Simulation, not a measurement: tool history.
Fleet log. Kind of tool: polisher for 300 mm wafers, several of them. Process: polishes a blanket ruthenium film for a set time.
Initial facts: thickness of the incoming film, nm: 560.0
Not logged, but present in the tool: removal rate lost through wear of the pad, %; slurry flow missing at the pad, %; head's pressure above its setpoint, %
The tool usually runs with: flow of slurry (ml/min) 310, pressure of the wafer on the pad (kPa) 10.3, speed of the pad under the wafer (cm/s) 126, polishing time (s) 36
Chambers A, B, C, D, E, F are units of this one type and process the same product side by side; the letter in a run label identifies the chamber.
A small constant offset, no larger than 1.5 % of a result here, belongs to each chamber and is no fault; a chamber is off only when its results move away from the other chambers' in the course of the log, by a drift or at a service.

| run | hour | flow of slurry (ml/min) | pressure of the wafer on the pad (kPa) | speed of the pad under the wafer (cm/s) | polishing time (s) | wafers polished on this pad | hours since the slurry nozzle was cleaned | hours since the head pressure was calibrated | film removed (angstrom) |
|---|---|---|---|---|---|---|---|---|---|
|  | 0.6 | chamber E: head pressure recalibrated |
| 1D | 2.3 | 310 | 10.3 | 126 | 36 | 514 | 150.2 | 788 | 404.99 |
| 2F | 6.7 | 310 | 10.3 | 126 | 36 | 435 | 208.6 | 110.2 | 400.99 |
|  | 10.2 | chamber A: slurry nozzle cleaned |
| 3B | 11.5 | 310 | 10.3 | 126 | 36 | 763 | 264.3 | 696.9 | 408.25 |
|  | 13.1 | chamber F: slurry nozzle cleaned |
| 4C | 13.7 | 310 | 10.3 | 126 | 36 | 475 | 147.7 | 231.7 | 398.94 |
| 5A | 18.1 | 310 | 10.3 | 126 | 36 | 559 | 8 | 130.1 | 398.81 |
| 6E | 22.2 | 310 | 10.3 | 126 | 36 | 616 | 304.7 | 21.7 | 405.1 |
| 7F | 26.6 | 310 | 10.3 | 126 | 36 | 702 | 13.5 | 130.1 | 404.94 |
| 8C | 30.2 | 310 | 10.3 | 126 | 36 | 696 | 164.2 | 248.2 | 400.87 |
|  | 31.6 | chamber C: worn pad replaced by a new one |
| 9E | 33.6 | 310 | 10.3 | 126 | 36 | 769 | 316.1 | 33.1 | 403.78 |
| 10A | 35.9 | 310 | 10.3 | 126 | 36 | 798 | 25.8 | 147.9 | 400.38 |
|  | 39.5 | chamber D: worn pad replaced by a new one |
| 11D | 39.7 | 310 | 8.3 | 86 | 36 | 3 | 187.6 | 825.4 | 218.79 |
| 12B | 44.8 | 310 | 8.3 | 86 | 36 | 1210 | 297.6 | 730.2 | 223.43 |
|  | 45.1 | chamber F: worn pad replaced by a new one |
| 13D | 48 | 310 | 8.3 | 86 | 36 | 114 | 195.9 | 833.7 | 216.89 |
|  | 49.3 | chamber B: worn pad replaced by a new one |
| 14C | 52 | 310 | 8.3 | 86 | 36 | 273 | 186 | 270 | 222.38 |
| 15E | 54.8 | 310 | 8.3 | 86 | 36 | 1054 | 337.3 | 54.3 | 218.45 |
| 16B | 58.9 | 310 | 8.3 | 86 | 36 | 129 | 311.7 | 744.3 | 221.67 |
| 17F | 62.2 | 310 | 10.3 | 126 | 36 | 229 | 49.1 | 165.7 | 405.18 |
| 18A | 64.7 | 310 | 10.3 | 126 | 36 | 1184 | 54.6 | 176.7 | 401.76 |
| 19D | 69.1 | 310 | 10.3 | 126 | 36 | 397 | 217 | 854.8 | 403.25 |
| 20B | 72.4 | 310 | 10.3 | 126 | 36 | 310 | 325.2 | 757.8 | 402.56 |
| 21E | 75.5 | 310 | 10.3 | 126 | 36 | 1331 | 358 | 75 | 402.26 |
|  | 77.5 | chamber C: worn pad replaced by a new one |
| 22C | 77.8 | 310 | 10.3 | 126 | 36 | 5 | 211.8 | 295.8 | 400.31 |
| 23A | 82.6 | 310 | 10.3 | 126 | 36 | 1424 | 72.5 | 194.6 | 400.22 |
| 24F | 87.5 | 310 | 10.3 | 126 | 36 | 568 | 74.4 | 191 | 403.15 |
| 25F | 90.3 | 310 | 10.3 | 126 | 36 | 606 | 77.2 | 193.8 | 402.5 |
| 26E | 93 | 310 | 10.3 | 126 | 36 | 1566 | 375.5 | 92.5 | 396.55 |
|  | 94.5 | chamber A: worn pad replaced by a new one |
| 27A | 97.3 | 310 | 10.3 | 126 | 36 | 38 | 87.2 | 209.3 | 401.16 |
| 28D | 100.4 | 310 | 10.3 | 126 | 36 | 817 | 248.3 | 886.1 | 400.51 |
| 29B | 105.2 | 310 | 10.3 | 126 | 36 | 750 | 358 | 790.6 | 406.08 |
|  | 108 | chamber F: worn pad replaced by a new one |
| 30C | 110.1 | 310 | 10.3 | 126 | 36 | 438 | 244.1 | 328.1 | 403.21 |
| 31F | 113.4 | 310 | 10.3 | 126 | 29 | 73 | 100.3 | 216.9 | 325.99 |
| 32D | 116.3 | 310 | 10.3 | 126 | 29 | 1030 | 264.2 | 902 | 324.54 |
|  | 117.7 | chamber D: worn pad replaced by a new one |
| 33B | 119 | 310 | 10.3 | 126 | 29 | 935 | 371.8 | 804.4 | 329.6 |
|  | 122.4 | chamber C: worn pad replaced by a new one |
| 34E | 122.7 | 310 | 10.3 | 126 | 29 | 1964 | 405.2 | 122.2 | 315.38 |
| 35A | 125 | 310 | 10.3 | 126 | 29 | 409 | 114.9 | 237 | 322.19 |
| 36C | 129.6 | 310 | 10.3 | 126 | 29 | 96 | 263.6 | 347.6 | 321.91 |
| 37D | 133.5 | 310 | 10.3 | 126 | 36 | 212 | 281.4 | 919.2 | 404.88 |
| 38B | 136 | 310 | 10.3 | 126 | 36 | 1163 | 388.8 | 821.4 | 400.12 |
| 39C | 138.4 | 310 | 10.3 | 126 | 36 | 214 | 272.4 | 356.4 | 403.77 |
| 40E | 141.9 | 310 | 10.3 | 126 | 36 | 2222 | 424.4 | 141.4 | 390.25 |
| 41A | 145.2 | 310 | 10.3 | 126 | 36 | 680 | 135.1 | 257.2 | 400.79 |
| 42F | 147.6 | 310 | 10.3 | 126 | 36 | 532 | 134.5 | 251.1 | 398.65 |
| 43A | 149.9 | 310 | 10.3 | 126 | 36 | 743 | 139.8 | 261.9 | 400.86 |
| 44E | 154 | 310 | 10.3 | 126 | 36 | 2384 | 436.5 | 153.5 | 386.77 |

One chamber off, gauge drift, or nothing amiss beyond the chambers' own small offsets? If it is a chamber, which one, and what is the likeliest cause?

Little by little, chamber E moves away from the other chambers.
Likeliest cause: removal rate lost through wear of the pad, % = 4.09.
It could be hard to tell apart here from: slurry flow missing at the pad, %; head's pressure below its setpoint, %.

Which of the 4 candidates below, each the usual settings with something changed and its results left as question marks, puts chamber E back in line with what the other chambers give on the usual settings?
Counts as in line when no further than this from what the other chambers average on the usual settings: film removed (angstrom) 8.5
| 45E-1 | 157.6 | 310 | 10.3 | 132 | 36 |  |  |  | ? |
| 45E-2 | 157.6 | 310 | 10.3 | 126 | 33 |  |  |  | ? |
| 45E-3 | 157.6 | 310 | 10.3 | 136 | 36 |  |  |  | ? |
| 45E-4 | 157.6 | 310 | 10.3 | 124 | 35 |  |  |  | ? |

On the usual settings, the other chambers give on average: film removed (angstrom) 402.96
| run | film removed (angstrom) |
|---|---|
| 45E-1 | 404.64 |
| 45E-2 | 354.14 |
| 45E-3 | 416.84 |
| 45E-4 | 369.67 |
45E-1 brings the chamber back in line.
